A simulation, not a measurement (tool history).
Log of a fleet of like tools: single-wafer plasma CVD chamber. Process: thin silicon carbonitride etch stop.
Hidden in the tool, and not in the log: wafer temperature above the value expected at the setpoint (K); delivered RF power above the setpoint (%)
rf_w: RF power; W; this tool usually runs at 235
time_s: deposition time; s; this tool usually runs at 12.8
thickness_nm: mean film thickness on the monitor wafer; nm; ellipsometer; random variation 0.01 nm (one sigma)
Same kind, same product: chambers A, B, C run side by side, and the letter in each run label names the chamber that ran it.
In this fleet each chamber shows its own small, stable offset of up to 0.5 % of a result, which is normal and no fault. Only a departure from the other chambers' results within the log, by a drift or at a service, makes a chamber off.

| run | hour | rf_w | time_s | hours since the last thermocouple change | hours since the last RF generator calibration | read-back reference wafer on the same gauge, thickness_nm | thickness_nm |
|---|---|---|---|---|---|---|---|
| 1B | 7.6 | 235 | 12.8 | 375.7 | 1170.0 | 8.3562 | 7.6909 |
| 2C | 16.6 | 235 | 12.8 | 1924.4 | 793.2 | 8.3587 | 7.6883 |
| 3A | 25.6 | 235 | 12.8 | 2049.7 | 857.8 | 8.3556 | 7.6586 |
| 4C | 35.0 | 235 | 12.8 | 1942.8 | 811.6 | 8.3559 | 7.6587 |
| 5B | 42.7 | 215 | 15.0 | 410.8 | 1205.1 | 8.3523 | 8.7680 |
| 6A | 52.0 | 215 | 15.0 | 2076.1 | 884.2 | 8.3505 | 8.7813 |
| 7C | 60.2 | 215 | 15.0 | 1968.0 | 836.8 | 8.3493 | 8.7419 |
| 8A | 69.4 | 215 | 14.4 | 2093.5 | 901.6 | 8.3514 | 8.3904 |
| 9B | 77.5 | 215 | 14.4 | 445.6 | 1239.9 | 8.3499 | 8.4049 |
| 10B | 87.6 | 215 | 14.4 | 455.7 | 1250.0 | 8.3482 | 8.3942 |
| 11C | 95.4 | 235 | 12.8 | 2003.2 | 872.0 | 8.3429 | 7.6473 |
| 12A | 103.9 | 235 | 12.8 | 2128.0 | 936.1 | 8.3433 | 7.6569 |
| 13A | 112.7 | 235 | 12.8 | 2136.8 | 944.9 | 8.3428 | 7.6599 |
| 14C | 117.7 | 235 | 12.8 | 2025.5 | 894.3 | 8.3412 | 7.6758 |
| 15B | 122.4 | 235 | 12.8 | 490.5 | 1284.8 | 8.3424 | 7.6705 |
| 16C | 128.8 | 235 | 12.8 | 2036.6 | 905.4 | 8.3397 | 7.6592 |
| 17A | 136.5 | 235 | 12.8 | 2160.6 | 968.7 | 8.3392 | 7.6709 |
|  | 141.4 | chamber A: thermocouple changed; heater temperature recalibrated |
| 18B | 146.1 | 235 | 12.8 | 514.2 | 1308.5 | 8.3395 | 7.6746 |
| 19A | 152.9 | 235 | 12.8 | 11.5 | 985.1 | 8.3389 | 7.6584 |
|  | 153.7 | chamber C: RF generator calibrated |
| 20B | 162.0 | 235 | 12.8 | 530.1 | 1324.4 | 8.3387 | 7.6484 |
| 21C | 168.0 | 235 | 12.8 | 2075.8 | 14.4 | 8.3377 | 7.6589 |
| 22C | 176.0 | 235 | 12.8 | 2083.8 | 22.4 | 8.3366 | 7.6650 |
| 23A | 185.9 | 235 | 14.6 | 44.5 | 1018.1 | 8.3353 | 8.7451 |
| 24B | 195.2 | 235 | 14.6 | 563.3 | 1357.6 | 8.3312 | 8.7233 |
| 25B | 205.8 | 235 | 14.6 | 573.9 | 1368.2 | 8.3287 | 8.7397 |
| 26A | 210.4 | 235 | 12.8 | 69.0 | 1042.6 | 8.3275 | 7.6384 |
| 27C | 218.5 | 235 | 12.8 | 2126.3 | 64.9 | 8.3293 | 7.6308 |
| 28A | 226.1 | 235 | 12.8 | 84.7 | 1058.3 | 8.3257 | 7.6549 |
| 29C | 236.4 | 260 | 12.8 | 2144.2 | 82.8 | 8.3282 | 7.8768 |
| 30B | 245.6 | 260 | 12.8 | 613.7 | 1408.0 | 8.3243 | 7.8860 |
| 31A | 255.3 | 260 | 12.8 | 113.9 | 1087.5 | 8.3247 | 7.8695 |
| 32C | 263.0 | 235 | 12.8 | 2170.8 | 109.4 | 8.3256 | 7.6370 |
| 33B | 268.3 | 235 | 12.8 | 636.4 | 1430.7 | 8.3224 | 7.6490 |
| 34B | 276.4 | 215 | 13.8 | 644.5 | 1438.8 | 8.3204 | 8.0358 |
| 35C | 281.8 | 215 | 13.8 | 2189.6 | 128.2 | 8.3190 | 8.0065 |
| 36A | 287.6 | 215 | 13.8 | 146.2 | 1119.8 | 8.3179 | 8.0154 |
| 37B | 296.8 | 235 | 12.8 | 664.9 | 1459.2 | 8.3198 | 7.6499 |
| 38A | 304.3 | 235 | 12.8 | 162.9 | 1136.5 | 8.3181 | 7.6372 |
| 39C | 311.1 | 235 | 12.8 | 2218.9 | 157.5 | 8.3144 | 7.6400 |
| 40C | 319.9 | 280 | 12.8 | 2227.7 | 166.3 | 8.3131 | 8.0338 |

Is one chamber off against the others, does the gauge drift, or is nothing wrong? If a chamber is off, say which, and what the likeliest cause is.

The shared gauge is drifting. All chambers look as if they move in step, but none is off.
What lies behind it: gauge reads low (%) = 0.561.
